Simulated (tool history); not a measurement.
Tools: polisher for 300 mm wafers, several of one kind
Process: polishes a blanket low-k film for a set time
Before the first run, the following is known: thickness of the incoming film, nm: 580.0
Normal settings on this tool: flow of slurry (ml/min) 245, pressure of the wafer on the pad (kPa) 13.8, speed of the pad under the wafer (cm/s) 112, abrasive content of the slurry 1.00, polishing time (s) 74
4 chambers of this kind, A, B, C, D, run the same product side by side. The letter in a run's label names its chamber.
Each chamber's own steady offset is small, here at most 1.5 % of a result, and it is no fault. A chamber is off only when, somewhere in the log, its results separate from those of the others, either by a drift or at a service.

run   hour  flow of slurry (ml/min)  pressure of the wafer on the pad (kPa)  speed of the pad under the wafer (cm/s)  abrasive content of the slurry  polishing time (s)  wafers polished on this pad  hours since the slurry nozzle was cleaned  hours since the head pressure was calibrated  hours since the slurry blender was calibrated  hours since the conditioning disc was replaced  film removed (nm)
 1C    7.5                      245                                    13.8                                      112                            1.00                  74                          766                                      271.5                                          85.6                                          109.3                                            58.6             27.960
      11.1  -- chamber D: worn pad replaced by a new one
      13.9  -- chamber C: worn pad replaced by a new one
 2A   19.1                      245                                    13.8                                      112                            1.00                  74                          285                                      306.2                                          70.7                                          232.9                                           500.9             28.035
      21.2  -- chamber A: slurry blender recalibrated
      25.4  -- chamber B: slurry blender recalibrated
 3B   27.4                      245                                    13.8                                      112                            1.00                  74                          531                                       27.6                                         410.3                                            2.1                                            68.3             27.873
 4D   39.2                      245                                    13.8                                      112                            1.00                  74                          180                                      494.8                                         146.7                                          138.0                                           311.1             27.795
 5C   44.5                      245                                    13.8                                      112                            1.00                  74                          195                                      308.5                                         122.6                                          146.3                                            95.6             28.801
      48.8  -- chamber B: worn pad replaced by a new one
 6A   53.9                      245                                    13.8                                      112                            1.00                  74                          507                                      341.0                                         105.5                                           32.8                                           535.7             27.742
      57.8  -- chamber C: slurry nozzle cleaned
 7B   65.2                      245                                    13.8                                      112                            1.00                  74                          105                                       65.4                                         448.1                                           39.9                                           106.1             27.648
      70.8  -- chamber D: slurry blender recalibrated
 8D   71.1                      245                                    17.9                                      112                            1.25                  74                          384                                      526.7                                         178.6                                            0.3                                           343.0             41.338
      73.1  -- chamber A: conditioning disc replaced and pad reconditioned
 9A   81.5                      245                                    17.9                                      112                            1.25                  74                          684                                      368.6                                         133.1                                           60.4                                             8.5             40.579
10D   88.7                      245                                    17.9                                      112                            1.25                  74                          496                                      544.3                                         196.2                                           17.9                                           360.6             39.881
      89.7  -- chamber D: slurry nozzle cleaned
11B   96.6                      245                                    17.9                                      112                            1.25                  74                          306                                       96.8                                         479.5                                           71.3                                           137.5             40.129
12C  107.2                      245                                    13.8                                      112                            1.00                  74                          596                                       49.5                                         185.3                                          209.0                                           158.3             28.623
13C  117.9                      245                                    13.8                                      112                            1.00                  74                          665                                       60.2                                         196.0                                          219.7                                           169.0             28.365
     124.0  -- chamber D: conditioning disc replaced and pad reconditioned
14D  126.0                      245                                    13.8                                      112                            1.00                  74                          735                                       36.4                                         233.5                                           55.2                                             2.0             27.691
     129.7  -- chamber A: slurry nozzle cleaned
15B  132.3                      245                                    13.8                                      112                            1.00                  74                          534                                      132.5                                         515.2                                          107.0                                           173.2             27.710
     137.5  -- chamber C: worn pad replaced by a new one
16A  144.0                      245                                    13.8                                      112                            1.00                  74                         1083                                       14.3                                         195.6                                          122.9                                            71.0             28.555
     149.0  -- chamber B: worn pad replaced by a new one
17B  151.6                      245                                    13.8                                      112                            1.00                  74                           17                                      151.8                                         534.5                                          126.3                                           192.5             28.028
     155.8  -- chamber D: worn pad replaced by a new one
18C  158.7                      245                                    13.8                                      112                            1.00                  74                          135                                      101.0                                         236.8                                          260.5                                           209.8             28.114
     163.5  -- chamber C: slurry blender recalibrated
     165.5  -- chamber B: conditioning disc replaced and pad reconditioned
19D  170.3                      245                                    13.8                                      112                            1.00                  74                           92                                       80.7                                         277.8                                           99.5                                            46.3             27.490
     180.1  -- chamber C: conditioning disc replaced and pad reconditioned
20A  180.1                      245                                    13.8                                      112                            1.00                  74                         1314                                       50.4                                         231.7                                          159.0                                           107.1             27.971
21B  187.8                      245                                    13.8                                      112                            1.00                  74                          248                                      188.0                                         570.7                                          162.5                                            22.4             27.996
22C  197.9                      245                                    13.8                                      112                            1.00                  74                          386                                      140.2                                         276.0                                           34.5                                            17.8             27.928
     199.8  -- chamber A: worn pad replaced by a new one
23D  203.8                      245                                    13.8                                      112                            1.00                  74                          307                                      114.2                                         311.3                                          133.0                                            79.8             28.559
24A  213.4                      245                                    13.8                                      112                            1.00                  74                           87                                       83.7                                         265.0                                          192.3                                           140.4             28.187
25C  220.8                      245                                    13.8                                      112                            1.00                  74                          532                                      163.1                                         298.9                                           57.4                                            40.7             28.552
26B  232.8                      245                                    13.8                                      112                            1.00                  74                          536                                      233.0                                         615.7                                          207.5                                            67.4             27.752
     239.4  -- chamber D: slurry blender recalibrated
27D  239.8                      245                                    13.8                                      112                            1.00                  74                          537                                      150.2                                         347.3                                            0.4                                           115.8             28.133
     241.3  -- chamber A: slurry blender recalibrated
28A  249.7                      245                                    13.8                                      112                            1.00                  74                          319                                      120.0                                         301.3                                            8.4                                           176.7             28.023

Is one chamber off against the others, does the gauge drift, or is nothing wrong? If a chamber is off, say which, and what the likeliest cause is.

Neither any chamber nor the gauge drifts; the chambers differ only by their own small, steady offsets.

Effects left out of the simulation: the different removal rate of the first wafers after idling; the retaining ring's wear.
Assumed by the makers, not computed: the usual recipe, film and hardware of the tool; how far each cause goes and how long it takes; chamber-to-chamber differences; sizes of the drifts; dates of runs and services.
